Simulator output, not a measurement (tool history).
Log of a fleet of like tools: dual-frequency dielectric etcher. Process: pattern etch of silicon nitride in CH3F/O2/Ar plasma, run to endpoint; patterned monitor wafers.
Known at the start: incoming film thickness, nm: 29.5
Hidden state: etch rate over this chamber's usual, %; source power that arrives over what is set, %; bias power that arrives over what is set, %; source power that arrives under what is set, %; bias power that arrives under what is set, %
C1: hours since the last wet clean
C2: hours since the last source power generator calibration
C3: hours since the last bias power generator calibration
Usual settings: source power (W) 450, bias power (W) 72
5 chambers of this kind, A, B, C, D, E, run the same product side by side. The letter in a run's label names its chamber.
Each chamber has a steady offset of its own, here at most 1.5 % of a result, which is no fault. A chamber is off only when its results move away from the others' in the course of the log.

Run 1B, hour 6.8: usual settings; C1 273.3; C2 2633.6; C3 3123. Result: endpoint time (s) 40.355.
Run 2A, hour 13.9: usual settings; C1 105.3; C2 3711.3; C3 1144. Result: endpoint time (s) 40.756.
Run 3E, hour 19: usual settings; C1 145.8; C2 63.5; C3 286.1. Result: endpoint time (s) 40.376.
Run 4C, hour 22.4: usual settings; C1 384.9; C2 1547.6; C3 1860.4. Result: endpoint time (s) 40.948.
Run 5D, hour 26.9: usual settings; C1 87; C2 992.6; C3 501.4. Result: endpoint time (s) 41.195.
Run 6D, hour 30.6: usual settings; C1 90.7; C2 996.3; C3 505.1. Result: endpoint time (s) 40.671.
Run 7E, hour 36.1: usual settings; C1 162.9; C2 80.6; C3 303.2. Result: endpoint time (s) 40.391.
Run 8C, hour 40.9: usual settings; C1 403.4; C2 1566.1; C3 1878.9. Result: endpoint time (s) 40.638.
Run 9B, hour 47.7: usual settings; C1 314.2; C2 2674.5; C3 3163.9. Result: endpoint time (s) 40.682.
Run 10A, hour 52.1: usual settings; C1 143.5; C2 3749.5; C3 1182.2. Result: endpoint time (s) 40.628.
Run 11D, hour 57.2: usual settings; C1 117.3; C2 1022.9; C3 531.7. Result: endpoint time (s) 40.82.
Run 12C, hour 61.9: usual settings but bias power (W) 88; C1 424.4; C2 1587.1; C3 1899.9. Result: endpoint time (s) 38.205.
Run 13B, hour 65.3: usual settings but bias power (W) 88; C1 331.8; C2 2692.1; C3 3181.5. Result: endpoint time (s) 37.474.
At hour 68.4: chamber B: wet clean of the chamber.
Run 14A, hour 69: usual settings but bias power (W) 88; C1 160.4; C2 3766.4; C3 1199.1. Result: endpoint time (s) 37.946.
Run 15E, hour 73.6: usual settings but bias power (W) 88; C1 200.4; C2 118.1; C3 340.7. Result: endpoint time (s) 37.536.
Run 16D, hour 76.9: usual settings but bias power (W) 88; C1 137; C2 1042.6; C3 551.4. Result: endpoint time (s) 38.033.
At hour 78.6: chamber C: wet clean of the chamber.
Run 17E, hour 84.5: usual settings but source power (W) 380, bias power (W) 59; C1 211.3; C2 129; C3 351.6. Result: endpoint time (s) 45.16.
Run 18B, hour 89.5: usual settings but source power (W) 380, bias power (W) 59; C1 21.2; C2 2716.3; C3 3205.7. Result: endpoint time (s) 46.593.
Run 19C, hour 96.5: usual settings but source power (W) 380, bias power (W) 59; C1 18; C2 1621.7; C3 1934.5. Result: endpoint time (s) 46.336.
Run 20A, hour 102.3: usual settings but source power (W) 380, bias power (W) 59; C1 193.7; C2 3799.7; C3 1232.4. Result: endpoint time (s) 45.938.
Run 21B, hour 105.6: usual settings but source power (W) 380, bias power (W) 59; C1 37.3; C2 2732.4; C3 3221.8. Result: endpoint time (s) 46.286.
Run 22E, hour 111.5: usual settings; C1 238.3; C2 156; C3 378.6. Result: endpoint time (s) 39.457.
Run 23C, hour 115.1: usual settings; C1 36.6; C2 1640.3; C3 1953.1. Result: endpoint time (s) 40.839.
Run 24A, hour 119.2: usual settings; C1 210.6; C2 3816.6; C3 1249.3. Result: endpoint time (s) 40.5.
Run 25D, hour 126.3: usual settings; C1 186.4; C2 1092; C3 600.8. Result: endpoint time (s) 40.475.
Run 26B, hour 133.2: usual settings but source power (W) 390, bias power (W) 62; C1 64.9; C2 2760; C3 3249.4. Result: endpoint time (s) 45.254.
Run 27D, hour 139: usual settings but source power (W) 390, bias power (W) 62; C1 199.1; C2 1104.7; C3 613.5. Result: endpoint time (s) 45.845.
Run 28C, hour 142.9: usual settings but source power (W) 390, bias power (W) 62; C1 64.4; C2 1668.1; C3 1980.9. Result: endpoint time (s) 45.264.
Run 29A, hour 148.8: usual settings but source power (W) 390, bias power (W) 62; C1 240.2; C2 3846.2; C3 1278.9. Result: endpoint time (s) 45.399.
Run 30E, hour 154.9: usual settings but source power (W) 390, bias power (W) 62; C1 281.7; C2 199.4; C3 422. Result: endpoint time (s) 43.722.
Run 31A, hour 160.9: usual settings but source power (W) 550, bias power (W) 80; C1 252.3; C2 3858.3; C3 1291. Result: endpoint time (s) 36.308.
Run 32B, hour 167.5: usual settings but source power (W) 550, bias power (W) 80; C1 99.2; C2 2794.3; C3 3283.7. Result: endpoint time (s) 36.2.
Run 33E, hour 174.7: usual settings but source power (W) 550, bias power (W) 80; C1 301.5; C2 219.2; C3 441.8. Result: endpoint time (s) 34.806.
Run 34C, hour 180.9: usual settings but source power (W) 550, bias power (W) 80; C1 102.4; C2 1706.1; C3 2018.9. Result: endpoint time (s) 36.461.
Run 35D, hour 186.6: usual settings but source power (W) 550, bias power (W) 80; C1 246.7; C2 1152.3; C3 661.1. Result: endpoint time (s) 36.576.
Run 36B, hour 190.8: usual settings; C1 122.5; C2 2817.6; C3 3307. Result: endpoint time (s) 40.599.
Run 37E, hour 194.7: usual settings; C1 321.5; C2 239.2; C3 461.8. Result: endpoint time (s) 39.034.
Run 38C, hour 200.9: usual settings; C1 122.4; C2 1726.1; C3 2038.9. Result: endpoint time (s) 40.891.
Run 39A, hour 207.5: usual settings; C1 298.9; C2 3904.9; C3 1337.6. Result: endpoint time (s) 40.219.
Run 40D, hour 213.8: usual settings; C1 273.9; C2 1179.5; C3 688.3. Result: endpoint time (s) 40.682.
Run 41C, hour 220.7: usual settings; C1 142.2; C2 1745.9; C3 2058.7. Result: endpoint time (s) 41.313.
Run 42E, hour 226.1: usual settings but source power (W) 360, bias power (W) 56; C1 352.9; C2 270.6; C3 493.2. Result: endpoint time (s) 45.894.

Is one chamber off against the others, does the gauge drift, or is nothing wrong? If a chamber is off, say which, and what the likeliest cause is.

Chamber E drifts away from the others.
Cause: etch rate over this chamber's usual, % = 4.52.

Here are 4 candidates for chamber E's next run, each the usual settings with a change, their results left as question marks. Which one brings its results back in line with what the others give on the usual settings?
In line means no further than this from the other chambers' mean on the usual settings: endpoint time (s) 0.71
Run 43E-1, hour 231.5: usual settings but source power (W) 510, bias power (W) 81. Result: endpoint time (s) ?.
Run 43E-2, hour 231.5: usual settings but source power (W) 510. Result: endpoint time (s) ?.
Run 43E-3, hour 231.5: usual settings but source power (W) 350. Result: endpoint time (s) ?.
Run 43E-4, hour 231.5: usual settings but bias power (W) 61. Result: endpoint time (s) ?.

The other chambers' mean on the usual settings: endpoint time (s) 40.713
  run  endpoint time (s)
43E-1             35.458
43E-2             36.933
43E-3             42.522
43E-4             40.951
43E-4 brings the chamber back in line.
